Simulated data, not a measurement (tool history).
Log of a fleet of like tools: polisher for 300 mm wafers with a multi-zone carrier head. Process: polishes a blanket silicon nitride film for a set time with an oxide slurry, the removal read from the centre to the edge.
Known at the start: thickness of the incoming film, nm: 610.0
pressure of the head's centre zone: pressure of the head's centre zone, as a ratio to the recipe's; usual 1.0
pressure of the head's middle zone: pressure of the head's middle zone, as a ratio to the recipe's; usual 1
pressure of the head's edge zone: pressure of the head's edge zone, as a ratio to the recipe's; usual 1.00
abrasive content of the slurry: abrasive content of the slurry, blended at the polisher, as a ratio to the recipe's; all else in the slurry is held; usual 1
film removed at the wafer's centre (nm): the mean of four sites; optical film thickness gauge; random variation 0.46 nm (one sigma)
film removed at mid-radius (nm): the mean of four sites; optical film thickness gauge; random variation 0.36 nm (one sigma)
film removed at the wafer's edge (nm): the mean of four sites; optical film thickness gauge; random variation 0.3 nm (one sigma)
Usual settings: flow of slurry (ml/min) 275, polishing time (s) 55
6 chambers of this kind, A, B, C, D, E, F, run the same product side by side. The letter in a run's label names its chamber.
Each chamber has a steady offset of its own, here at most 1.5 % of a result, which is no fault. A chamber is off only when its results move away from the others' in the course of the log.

| run | hour | flow of slurry (ml/min) | pressure of the head's centre zone | pressure of the head's middle zone | pressure of the head's edge zone | abrasive content of the slurry | polishing time (s) | film removed at the wafer's centre (nm) | film removed at mid-radius (nm) | film removed at the wafer's edge (nm) |
|---|---|---|---|---|---|---|---|---|---|---|
|  | 3.3 | chamber B: centre zone pressure recalibrated |
| 1F | 6.3 | 275 | 1.0 | 1 | 1.00 | 1 | 55 | 34.640 | 33.958 | 34.075 |
|  | 7.3 | chamber A: worn pad replaced by a new one |
| 2D | 12.0 | 275 | 1.0 | 1 | 1.00 | 1 | 55 | 34.017 | 34.834 | 34.156 |
| 3E | 19.5 | 275 | 1.0 | 1 | 1.00 | 1 | 55 | 34.262 | 34.206 | 34.228 |
| 4A | 24.8 | 275 | 1.0 | 1 | 1.00 | 1 | 55 | 34.485 | 34.277 | 34.020 |
|  | 27.1 | chamber C: worn pad replaced by a new one |
|  | 32.4 | chamber F: worn pad replaced by a new one |
| 5B | 33.8 | 275 | 1.0 | 1 | 1.00 | 1 | 55 | 34.298 | 34.203 | 34.393 |
| 6C | 39.7 | 275 | 1.0 | 1 | 1.00 | 1 | 55 | 33.971 | 33.960 | 34.681 |
| 7F | 46.4 | 275 | 1.0 | 1 | 1.00 | 1 | 55 | 33.975 | 34.045 | 34.200 |
|  | 50.2 | chamber D: slurry nozzle cleaned |
|  | 53.0 | chamber C: slurry nozzle cleaned |
| 8A | 54.8 | 275 | 1.0 | 1 | 1.00 | 1 | 55 | 33.466 | 34.506 | 33.675 |
| 9E | 60.3 | 275 | 1.0 | 1 | 1.00 | 1 | 55 | 33.705 | 34.183 | 33.914 |
|  | 65.2 | chamber E: slurry nozzle cleaned |
| 10D | 66.7 | 275 | 1.0 | 1 | 1.00 | 1 | 55 | 33.068 | 34.500 | 34.076 |
|  | 68.7 | chamber A: worn pad replaced by a new one |
|  | 70.6 | chamber B: worn pad replaced by a new one |
|  | 73.8 | chamber E: worn pad replaced by a new one |
| 11C | 74.4 | 275 | 1.0 | 1 | 1.00 | 1 | 55 | 33.985 | 33.722 | 34.197 |
|  | 78.7 | chamber D: worn pad replaced by a new one |
| 12B | 79.0 | 275 | 1.0 | 1 | 1.00 | 1 | 55 | 34.277 | 33.751 | 34.258 |
| 13C | 86.8 | 275 | 1.0 | 1 | 1.00 | 1 | 55 | 34.707 | 34.663 | 34.928 |
| 14B | 94.4 | 275 | 1.0 | 1 | 1.00 | 1 | 55 | 33.730 | 34.061 | 34.613 |
|  | 98.2 | chamber A: slurry nozzle cleaned |
| 15E | 104.2 | 275 | 1.0 | 1 | 1.00 | 1 | 55 | 34.628 | 33.792 | 34.547 |
|  | 105.4 | chamber E: centre zone pressure recalibrated |
| 16F | 112.8 | 275 | 1.0 | 1 | 1.00 | 1 | 55 | 33.776 | 34.329 | 34.217 |
| 17D | 117.7 | 245 | 1.0 | 1 | 1.00 | 1 | 62 | 38.221 | 38.898 | 38.229 |
| 18A | 122.3 | 245 | 1.0 | 1 | 1.00 | 1 | 62 | 38.122 | 38.509 | 37.914 |
|  | 128.1 | chamber F: worn pad replaced by a new one |
| 19F | 130.6 | 245 | 1.0 | 1 | 1.00 | 1 | 62 | 38.203 | 37.683 | 38.398 |
|  | 130.9 | chamber A: worn pad replaced by a new one |
| 20B | 138.4 | 245 | 1.0 | 1 | 1.00 | 1 | 62 | 37.006 | 38.191 | 38.267 |
|  | 145.8 | chamber E: worn pad replaced by a new one |
| 21D | 146.2 | 245 | 1.0 | 1 | 1.00 | 1 | 62 | 37.172 | 38.403 | 38.257 |
|  | 147.5 | chamber B: worn pad replaced by a new one |
|  | 150.0 | chamber C: centre zone pressure recalibrated |
| 22C | 154.8 | 245 | 1.0 | 1 | 1.00 | 1 | 62 | 38.201 | 37.936 | 39.400 |
| 23A | 160.5 | 275 | 1.0 | 1 | 1.00 | 1 | 55 | 33.685 | 34.251 | 34.018 |
|  | 161.8 | chamber C: worn pad replaced by a new one |
|  | 169.4 | chamber A: centre zone pressure recalibrated |
| 24E | 169.8 | 275 | 1.0 | 1 | 1.00 | 1 | 55 | 38.689 | 34.098 | 34.389 |
| 25E | 179.0 | 275 | 1.0 | 1 | 1.00 | 1 | 55 | 37.458 | 34.375 | 33.764 |
| 26D | 186.4 | 275 | 1.1 | 1 | 1.00 | 1 | 55 | 37.659 | 34.817 | 34.168 |
| 27F | 192.2 | 275 | 1.1 | 1 | 1.00 | 1 | 55 | 37.296 | 34.195 | 34.104 |
|  | 193.8 | chamber A: worn pad replaced by a new one |
| 28B | 199.0 | 275 | 1.1 | 1 | 1.00 | 1 | 55 | 37.498 | 33.462 | 34.000 |
| 29A | 203.6 | 275 | 1.1 | 1 | 1.00 | 1 | 55 | 37.546 | 34.236 | 34.068 |
|  | 212.3 | chamber D: worn pad replaced by a new one |
| 30C | 212.7 | 275 | 1.1 | 1 | 1.00 | 1 | 55 | 38.135 | 34.065 | 34.495 |
|  | 218.1 | chamber B: worn pad replaced by a new one |
| 31C | 220.6 | 275 | 1.1 | 1 | 1.00 | 1 | 55 | 37.774 | 34.238 | 34.363 |
|  | 221.6 | chamber D: edge zone pressure recalibrated |
|  | 221.9 | chamber E: worn pad replaced by a new one |
| 32B | 227.4 | 275 | 1.0 | 1 | 1.00 | 1 | 55 | 33.440 | 33.904 | 34.155 |
|  | 227.7 | chamber F: worn pad replaced by a new one |
| 33E | 233.2 | 275 | 1.0 | 1 | 1.10 | 1 | 45 | 31.239 | 28.084 | 29.314 |
| 34A | 238.0 | 275 | 1.0 | 1 | 1.10 | 1 | 45 | 27.830 | 27.827 | 29.438 |
| 35F | 243.0 | 275 | 1.0 | 1 | 1.10 | 1 | 45 | 27.744 | 27.748 | 28.894 |
| 36D | 249.2 | 275 | 1.0 | 1 | 1.10 | 1 | 45 | 27.906 | 28.545 | 29.417 |
| 37F | 256.9 | 275 | 1.0 | 1 | 1.10 | 1 | 45 | 27.933 | 27.763 | 29.696 |
| 38E | 261.9 | 275 | 1.0 | 1 | 1.10 | 1 | 45 | 30.737 | 28.339 | 28.972 |
|  | 266.3 | chamber A: worn pad replaced by a new one |
| 39A | 271.0 | 275 | 1.0 | 1 | 1.00 | 1 | 55 | 33.705 | 34.591 | 34.059 |
|  | 277.9 | chamber C: worn pad replaced by a new one |
| 40C | 278.6 | 275 | 1.0 | 1 | 1.00 | 1 | 55 | 33.439 | 33.772 | 34.404 |

What goes on in this fleet: one chamber off, a drifting gauge, or nothing beyond the chambers' own small offsets? Name the chamber and the cause, if any.

A service left chamber E off against the others.
Cause: centre zone's pressure above its setpoint, % = 9.94.

Here are 4 candidates for chamber E's next run, each the usual settings with a change, their results left as question marks. Which one brings its results back in line with what the others give on the usual settings?
In line means no further than this from the other chambers' mean on the usual settings: film removed at the wafer's centre (nm) 1.600; film removed at mid-radius (nm) 1.300; film removed at the wafer's edge (nm) 1.100
| 41E-1 | 285.7 | 275 | 0.98 | 1.00 | 1.01 | 1 | 55 | ? | ? | ? |
| 41E-2 | 285.7 | 275 | 1.02 | 1.00 | 0.99 | 1 | 55 | ? | ? | ? |
| 41E-3 | 285.7 | 280 | 1.10 | 0.98 | 0.97 | 1 | 56 | ? | ? | ? |
| 41E-4 | 285.7 | 270 | 0.91 | 1.02 | 1.03 | 1 | 54 | ? | ? | ? |

The other chambers' mean on the usual settings: film removed at the wafer's centre (nm) 34.044; film removed at mid-radius (nm) 34.270; film removed at the wafer's edge (nm) 34.288
| run | film removed at the wafer's centre (nm) | film removed at mid-radius (nm) | film removed at the wafer's edge (nm) |
|---|---|---|---|
| 41E-1 | 37.324 | 34.201 | 34.298 |
| 41E-2 | 38.981 | 34.194 | 33.941 |
| 41E-3 | 43.146 | 34.224 | 34.252 |
| 41E-4 | 33.731 | 34.144 | 33.964 |
41E-4 brings the chamber back in line.
